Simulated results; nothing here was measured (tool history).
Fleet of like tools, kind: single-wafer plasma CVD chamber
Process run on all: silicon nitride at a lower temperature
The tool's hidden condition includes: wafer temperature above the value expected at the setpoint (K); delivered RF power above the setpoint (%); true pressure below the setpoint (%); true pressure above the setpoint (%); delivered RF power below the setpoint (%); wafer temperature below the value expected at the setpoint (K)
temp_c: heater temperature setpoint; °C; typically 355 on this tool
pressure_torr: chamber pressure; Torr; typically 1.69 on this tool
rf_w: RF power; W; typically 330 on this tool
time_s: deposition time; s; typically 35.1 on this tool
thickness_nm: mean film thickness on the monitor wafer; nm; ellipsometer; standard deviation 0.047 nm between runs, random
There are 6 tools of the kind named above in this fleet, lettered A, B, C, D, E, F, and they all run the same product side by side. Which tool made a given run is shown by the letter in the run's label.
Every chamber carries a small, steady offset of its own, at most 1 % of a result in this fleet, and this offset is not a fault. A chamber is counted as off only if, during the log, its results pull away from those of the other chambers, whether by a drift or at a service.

run,hour,temp_c,pressure_torr,rf_w,time_s,hours since the last thermocouple change,hours since the last RF generator calibration,hours since the last manometer calibration,"read-back reference wafer on the same gauge, thickness_nm",thickness_nm
# hour 10.9: chamber C: thermocouple changed; heater temperature recalibrated
1A,15.9,355,1.69,330,35.1,470.2,1625.2,244.3,47.696,44.252
2F,31.3,355,1.69,330,35.1,664.6,1028.2,2528.7,47.697,44.514
3C,43,355,1.69,330,35.1,32.1,1938.5,1108.9,47.678,44.641
# hour 44.2: chamber B: thermocouple changed; heater temperature recalibrated
4D,57.2,355,1.69,330,35.1,364.9,384.4,500.7,47.684,44.444
5E,70.3,355,1.69,330,35.1,1484.3,1183.6,1815.1,47.671,44.627
6B,85.2,355,1.69,330,35.1,41.1,334.4,1722.2,47.668,44.577
7D,94.9,355,1.69,330,35.1,402.6,422.1,538.4,47.669,44.545
8F,110.4,355,1.52,330,35.1,743.7,1107.3,2607.8,47.666,43.119
9C,124.5,355,1.52,330,35.1,113.6,2020,1190.4,47.655,43.309
10E,133.2,355,1.52,330,35.1,1547.2,1246.5,1878,47.65,43.338
11B,140.8,355,1.52,330,35.1,96.7,390,1777.8,47.649,43.265
12A,154.7,355,1.52,330,35.1,609,1764,383.1,47.632,42.952
13D,166.9,355,1.52,330,35.1,474.6,494.1,610.4,47.625,43.219
14B,177.4,355,1.69,330,35.1,133.3,426.6,1814.4,47.628,44.478
15E,184.8,355,1.69,330,35.1,1598.8,1298.1,1929.6,47.615,44.659
16F,201,355,1.69,330,35.1,834.3,1197.9,2698.4,47.617,44.342
17A,210.2,355,1.69,330,35.1,664.5,1819.5,438.6,47.611,44.164
18C,223.8,355,1.69,330,35.1,212.9,2119.3,1289.7,47.608,44.545
19D,239.1,355,1.69,330,35.1,546.8,566.3,682.6,47.595,44.499
20A,254.4,355,1.69,330,35.1,708.7,1863.7,482.8,47.604,44.09
21F,271,355,1.69,330,35.1,904.3,1267.9,2768.4,47.604,44.423
22E,283.7,355,1.69,330,35.1,1697.7,1397,2028.5,47.573,44.61
# hour 296.4: chamber F: capacitance manometer re-zeroed and calibrated
23B,297.9,355,1.69,330,35.1,253.8,547.1,1934.9,47.569,44.466
24C,305.1,355,1.69,330,35.1,294.2,2200.6,1371,47.582,44.54
25A,317.2,355,1.69,330,35.1,771.5,1926.5,545.6,47.589,44.046
26E,328.3,355,1.69,330,35.1,1742.3,1441.6,2073.1,47.571,44.569
27F,338.9,355,1.69,330,35.1,972.2,1335.8,42.6,47.566,44.223
28B,351.5,355,1.69,330,35.1,307.4,600.7,1988.5,47.566,44.534
29D,365.7,355,1.69,330,35.1,673.4,692.9,809.2,47.556,44.37
30C,381.1,355,1.69,390,39.4,370.2,2276.6,1447,47.54,55.499
31A,391.9,355,1.69,390,39.4,846.2,2001.2,620.3,47.54,55.014
32B,402.6,355,1.69,390,39.4,358.5,651.8,2039.6,47.539,55.46
33E,418,355,1.69,390,39.4,1832,1531.3,2162.8,47.533,55.492
# hour 422.1: chamber D: RF generator calibrated
34F,429.8,355,1.69,390,39.4,1063.1,1426.7,133.5,47.527,55.182
35D,446.3,355,1.69,390,39.4,754,24.3,889.8,47.527,55.503
36C,454.4,355,1.69,330,35.1,443.5,2349.9,1520.3,47.513,44.465
37C,464.7,355,1.69,330,35.1,453.8,2360.2,1530.6,47.52,44.494
38B,478.5,355,1.69,330,35.1,434.4,727.7,2115.5,47.516,44.474
39D,492.1,355,1.69,330,35.1,799.8,70.1,935.6,47.511,44.381
40E,504.1,355,1.69,330,35.1,1918.1,1617.4,2248.9,47.51,44.418
41A,515.3,355,1.69,330,35.1,969.6,2124.6,743.7,47.493,44.016

Is one chamber off against the others, does the gauge drift, or is nothing wrong? If a chamber is off, say which, and what the likeliest cause is.

The gauge drifts, so all chambers seem to drift together. No chamber is off.
Most likely cause: gauge reads low (%) = 0.435.
